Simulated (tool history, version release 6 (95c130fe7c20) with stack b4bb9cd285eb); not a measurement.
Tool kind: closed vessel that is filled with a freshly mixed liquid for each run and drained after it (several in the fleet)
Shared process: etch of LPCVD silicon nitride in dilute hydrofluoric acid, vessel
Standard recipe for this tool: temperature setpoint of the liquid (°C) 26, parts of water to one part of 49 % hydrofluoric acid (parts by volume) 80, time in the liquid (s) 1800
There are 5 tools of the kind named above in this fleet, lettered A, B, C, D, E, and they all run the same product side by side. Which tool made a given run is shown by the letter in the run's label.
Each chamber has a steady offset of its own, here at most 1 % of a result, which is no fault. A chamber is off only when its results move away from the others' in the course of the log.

| run | hour | temperature setpoint of the liquid (°C) | parts of water to one part of 49 % hydrofluoric acid (parts by volume) | time in the liquid (s) | read-back film thickness of the LPCVD silicon nitride reference wafer, read on the same gauge (nm) | thickness taken off the LPCVD silicon nitride on a monitor wafer (Å) |
|---|---|---|---|---|---|---|
| 1C | 11.6 | 26 | 80 | 1800 | 149.97 | 128.27 |
| 2D | 21.1 | 26 | 80 | 1800 | 150 | 128.77 |
| 3A | 26.6 | 26 | 80 | 1800 | 150.01 | 128.43 |
| 4B | 34.2 | 26 | 80 | 1800 | 150 | 130.16 |
| 5E | 41.4 | 23 | 80 | 1390 | 150 | 81.812 |
| 6C | 48 | 23 | 80 | 1390 | 150 | 81.848 |
| 7A | 57.9 | 23 | 80 | 1390 | 150 | 81.478 |
| 8B | 66.8 | 23 | 80 | 1390 | 150 | 81.959 |
| 9E | 74 | 23 | 80 | 1390 | 150.02 | 81.942 |
| 10D | 79.9 | 26 | 80 | 1800 | 150.01 | 128.84 |
|  | 89.3 | chamber B: hydrofluoric acid flow meter replaced |
| 11B | 90 | 26 | 80 | 1800 | 150 | 130.32 |
| 12C | 97.7 | 26 | 80 | 1800 | 149.99 | 128.08 |
| 13A | 106.3 | 22 | 80 | 770 | 149.98 | 42.255 |
| 14D | 115.9 | 22 | 80 | 770 | 150.01 | 42.336 |
| 15E | 124.9 | 22 | 80 | 770 | 150.01 | 42.422 |
| 16C | 131.2 | 22 | 80 | 770 | 150.02 | 42.228 |
| 17A | 140.8 | 22 | 80 | 770 | 149.99 | 41.993 |
| 18E | 151.9 | 26 | 80 | 1800 | 150 | 128.16 |
|  | 162.9 | chamber D: hydrofluoric acid flow meter replaced |
| 19D | 162.9 | 26 | 80 | 1800 | 150 | 128.38 |
| 20B | 172.4 | 26 | 110 | 2210 | 150.01 | 116.66 |
| 21C | 181.2 | 26 | 110 | 2210 | 150 | 114.36 |
| 22D | 189.6 | 26 | 110 | 2210 | 150.01 | 115.49 |
| 23B | 196.7 | 26 | 110 | 2210 | 150.01 | 115.66 |
| 24E | 207.5 | 26 | 110 | 2210 | 150.01 | 116 |
| 25A | 213.9 | 26 | 80 | 1800 | 150 | 128.7 |
| 26E | 221.9 | 26 | 80 | 1800 | 150 | 128.92 |
| 27D | 227.6 | 26 | 80 | 1800 | 150 | 127.52 |
| 28A | 236.3 | 26 | 80 | 1800 | 150 | 128.74 |
| 29C | 244.9 | 26 | 80 | 1800 | 149.99 | 128.59 |
| 30B | 253.8 | 26 | 80 | 1800 | 150 | 129.43 |

Next, all 5 chambers run the settings below, one line each with question marks for the results. What does each chamber give?
| 31A | 262.1 | 26 | 80 | 1800 |  | ? |
| 31B | 262.1 | 26 | 80 | 1800 |  | ? |
| 31C | 262.1 | 26 | 80 | 1800 |  | ? |
| 31D | 262.1 | 26 | 80 | 1800 |  | ? |
| 31E | 262.1 | 26 | 80 | 1800 |  | ? |

| run | thickness taken off the LPCVD silicon nitride on a monitor wafer (Å) |
|---|---|
| 31A | 128.32 |
| 31B | 129.82 |
| 31C | 128.21 |
| 31D | 129.52 |
| 31E | 129.54 |
